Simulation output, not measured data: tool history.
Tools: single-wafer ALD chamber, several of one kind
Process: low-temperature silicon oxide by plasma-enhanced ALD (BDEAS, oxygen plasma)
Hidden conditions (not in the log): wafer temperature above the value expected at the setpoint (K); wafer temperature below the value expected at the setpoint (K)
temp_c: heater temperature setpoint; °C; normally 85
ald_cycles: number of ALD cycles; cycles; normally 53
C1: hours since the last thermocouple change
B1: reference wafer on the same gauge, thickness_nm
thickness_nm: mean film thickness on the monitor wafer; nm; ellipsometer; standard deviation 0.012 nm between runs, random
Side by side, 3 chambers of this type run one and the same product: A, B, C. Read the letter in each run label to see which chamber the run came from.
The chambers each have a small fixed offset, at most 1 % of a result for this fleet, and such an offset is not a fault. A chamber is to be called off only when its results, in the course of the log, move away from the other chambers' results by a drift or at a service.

{"run": "1A", "day": 0.458, "temp_c": 85, "ald_cycles": 53, "C1": 285.2, "B1": 8.7062, "thickness_nm": 8.045}
{"run": "2C", "day": 0.804, "temp_c": 85, "ald_cycles": 53, "C1": 1478.3, "B1": 8.7064, "thickness_nm": 8.0395}
{"run": "3B", "day": 1.162, "temp_c": 85, "ald_cycles": 53, "C1": 883.5, "B1": 8.7062, "thickness_nm": 7.9872}
{"day": 1.488, "done": "chamber B: thermocouple changed; heater temperature recalibrated"}
{"run": "4C", "day": 1.617, "temp_c": 85, "ald_cycles": 53, "C1": 1497.8, "B1": 8.705, "thickness_nm": 8.0589}
{"run": "5B", "day": 2.062, "temp_c": 96, "ald_cycles": 47, "C1": 13.9, "B1": 8.6984, "thickness_nm": 6.8069}
{"run": "6A", "day": 2.471, "temp_c": 96, "ald_cycles": 47, "C1": 333.5, "B1": 8.6992, "thickness_nm": 6.8434}
{"run": "7B", "day": 2.712, "temp_c": 96, "ald_cycles": 47, "C1": 29.5, "B1": 8.6946, "thickness_nm": 6.7963}
{"run": "8A", "day": 3.2, "temp_c": 85, "ald_cycles": 53, "C1": 351.0, "B1": 8.6958, "thickness_nm": 7.993}
{"run": "9C", "day": 3.642, "temp_c": 85, "ald_cycles": 53, "C1": 1546.4, "B1": 8.6903, "thickness_nm": 8.0183}
{"run": "10C", "day": 4.088, "temp_c": 77, "ald_cycles": 63, "C1": 1557.1, "B1": 8.6854, "thickness_nm": 9.8136}
{"run": "11A", "day": 4.508, "temp_c": 77, "ald_cycles": 63, "C1": 382.4, "B1": 8.6878, "thickness_nm": 9.7688}
{"run": "12B", "day": 4.842, "temp_c": 77, "ald_cycles": 63, "C1": 80.6, "B1": 8.6869, "thickness_nm": 9.721}
{"run": "13C", "day": 5.179, "temp_c": 85, "ald_cycles": 53, "C1": 1583.3, "B1": 8.6805, "thickness_nm": 8.0198}
{"run": "14B", "day": 5.679, "temp_c": 85, "ald_cycles": 53, "C1": 100.7, "B1": 8.6824, "thickness_nm": 7.9789}
{"run": "15A", "day": 5.954, "temp_c": 85, "ald_cycles": 53, "C1": 417.1, "B1": 8.6778, "thickness_nm": 8.0163}
{"run": "16C", "day": 6.383, "temp_c": 85, "ald_cycles": 53, "C1": 1612.2, "B1": 8.6761, "thickness_nm": 8.0313}
{"run": "17A", "day": 6.667, "temp_c": 85, "ald_cycles": 53, "C1": 434.2, "B1": 8.6732, "thickness_nm": 7.9764}
{"run": "18B", "day": 7.167, "temp_c": 85, "ald_cycles": 53, "C1": 136.4, "B1": 8.6744, "thickness_nm": 7.931}
{"run": "19B", "day": 7.433, "temp_c": 85, "ald_cycles": 53, "C1": 142.8, "B1": 8.6742, "thickness_nm": 7.9518}
{"run": "20A", "day": 7.825, "temp_c": 85, "ald_cycles": 53, "C1": 462.0, "B1": 8.6705, "thickness_nm": 7.9855}
{"run": "21C", "day": 8.204, "temp_c": 99, "ald_cycles": 58, "C1": 1655.9, "B1": 8.6673, "thickness_nm": 8.3698}
{"run": "22C", "day": 8.629, "temp_c": 99, "ald_cycles": 58, "C1": 1666.1, "B1": 8.6688, "thickness_nm": 8.3541}
{"run": "23A", "day": 9.058, "temp_c": 99, "ald_cycles": 58, "C1": 491.6, "B1": 8.6656, "thickness_nm": 8.3181}
{"run": "24B", "day": 9.35, "temp_c": 85, "ald_cycles": 53, "C1": 188.8, "B1": 8.661, "thickness_nm": 7.957}
{"run": "25C", "day": 9.733, "temp_c": 85, "ald_cycles": 53, "C1": 1692.6, "B1": 8.6601, "thickness_nm": 8.0062}
{"run": "26A", "day": 10.042, "temp_c": 85, "ald_cycles": 53, "C1": 515.2, "B1": 8.6607, "thickness_nm": 7.9626}

For the next run the whole fleet of 3 chambers uses the same settings. Give each chamber's results:
{"run": "27A", "day": 10.421, "temp_c": 85, "ald_cycles": 57, "thickness_nm": "?"}
{"run": "27B", "day": 10.421, "temp_c": 85, "ald_cycles": 57, "thickness_nm": "?"}
{"run": "27C", "day": 10.421, "temp_c": 85, "ald_cycles": 57, "thickness_nm": "?"}

run=27A thickness_nm=8.5839
run=27B thickness_nm=8.5096
run=27C thickness_nm=8.5864

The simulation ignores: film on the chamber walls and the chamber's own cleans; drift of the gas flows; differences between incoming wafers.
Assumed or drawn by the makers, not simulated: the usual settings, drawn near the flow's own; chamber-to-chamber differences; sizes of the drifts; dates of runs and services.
